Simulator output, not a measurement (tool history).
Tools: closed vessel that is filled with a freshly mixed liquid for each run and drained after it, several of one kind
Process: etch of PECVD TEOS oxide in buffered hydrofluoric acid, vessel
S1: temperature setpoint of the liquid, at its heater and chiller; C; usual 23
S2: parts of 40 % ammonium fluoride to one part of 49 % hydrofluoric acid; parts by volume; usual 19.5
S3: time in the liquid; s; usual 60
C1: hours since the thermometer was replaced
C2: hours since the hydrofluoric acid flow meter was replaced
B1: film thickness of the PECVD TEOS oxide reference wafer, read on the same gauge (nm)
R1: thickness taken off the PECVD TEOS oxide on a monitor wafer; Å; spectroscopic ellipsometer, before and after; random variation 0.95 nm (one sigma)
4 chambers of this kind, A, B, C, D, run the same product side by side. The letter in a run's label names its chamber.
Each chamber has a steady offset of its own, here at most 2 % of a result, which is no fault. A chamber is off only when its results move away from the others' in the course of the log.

run   hour    S1    S2  S3      C1      C2      B1      R1
 1B    5.4    23  19.5  60  1370.3   932.6  80.044   961.8
 2C   14.5    23  19.5  60   190.2   506.8  79.994  958.67
 3D   21.5    23  19.5  60   891.4  1288.4  80.031  956.79
 4A   27.2    23  19.5  60   448.8   465.6  80.014  946.01
 5C   32.3    23  19.5  60     208   524.6  80.018  963.68
 6A   39.9    23  19.5  60   461.5   478.3  80.022  941.61
 7D   47.8    23  19.5  60   917.7  1314.7  80.045  937.22
 8B   52.7    23  19.5  60  1417.6   979.9  80.008  957.72
 9B   60.1    19  19.5  30    1425   987.3  80.002  382.52
10C   67.3    19  19.5  30     243   559.6  79.991  384.11
11A   74.1    19  19.5  30   495.7   512.5  80.002  374.32
      74.4  -- chamber B: hydrofluoric acid flow meter replaced
12D   83.2    19  19.5  30   953.1  1350.1   79.99  374.65
13A   91.2    23  19.5  60   512.8   529.6  79.958  919.89
14D   97.4    23  19.5  60   967.3  1364.3  79.985  930.24
15B  103.7    23  19.5  60  1468.6    29.3  80.042  947.18
16C  111.8    23  19.5  60   287.5   604.1  80.042  965.51
17B    117    23  19.5  60  1481.9    42.6  79.977  981.37
18C  122.2    27  19.5  45   297.9   614.5  80.011  893.68
19A  130.6    27  19.5  45   552.2     569  79.963  893.95
20D  137.2    27  19.5  45  1007.1  1404.1  80.034  823.68
21C  143.8    27  19.5  45   319.5   636.1  80.002  888.56
22B  150.7    23  19.5  60  1515.6    76.3  79.979  949.62
23A  158.1    23  19.5  60   579.7   596.5  80.013  946.75
     163.4  -- chamber A: thermometer replaced
24D  165.1    23  19.5  60    1035    1432  79.966  882.93
25A  172.1  19.5  19.5  50     8.7   610.5  79.998  648.21
26C  178.2  19.5  19.5  50   353.9   670.5  80.038  655.51
27B  186.8  19.5  19.5  50  1551.7   112.4  80.027  652.66
28D  191.7  19.5  19.5  50  1061.6  1458.6      80  589.84
29A  197.9    23  19.5  60    34.5   636.3  79.986  949.14
30C  203.3    23  19.5  60     379   695.6  79.959   938.1
31D  209.2  26.5  23.5  60  1079.1  1476.1  80.009  887.68
32B  217.7  26.5  23.5  60  1582.6   143.3  79.976  1011.1
33D  221.7  26.5  23.5  60  1091.6  1488.6  79.967  906.28
34C  228.3  26.5  23.5  60     404   720.6  79.989  1000.6
35A  237.3    23  19.5  60    73.9   675.7  79.977  949.72
36B  243.5    23  19.5  80  1608.4   169.1  79.957  1275.1
37B  248.1    23  19.5  80    1613   173.7  79.992  1274.3

What goes on in this fleet: one chamber off, a drifting gauge, or nothing beyond the chambers' own small offsets? Name the chamber and the cause, if any.

Chamber D drifts away from the others.
Cause: liquid colder than its thermometer reads (K) = 2.42.

Here are 4 candidates for chamber D's next run, each the usual settings with a change, their results left as question marks. Which one brings its results back in line with what the others give on the usual settings?
In line means no further than this from the other chambers' mean on the usual settings: R1 33 Å
38D-1  254.6    23  19.5  65               ?
38D-2  254.6  22.5    20  55               ?
38D-3  254.6    23    17  60               ?
38D-4  254.6    23    21  60               ?

The other chambers' mean on the usual settings: R1 951.25 Å
  run      R1
38D-1  904.43
38D-2  726.01
38D-3  957.49
38D-4  786.86
38D-3 brings the chamber back in line.
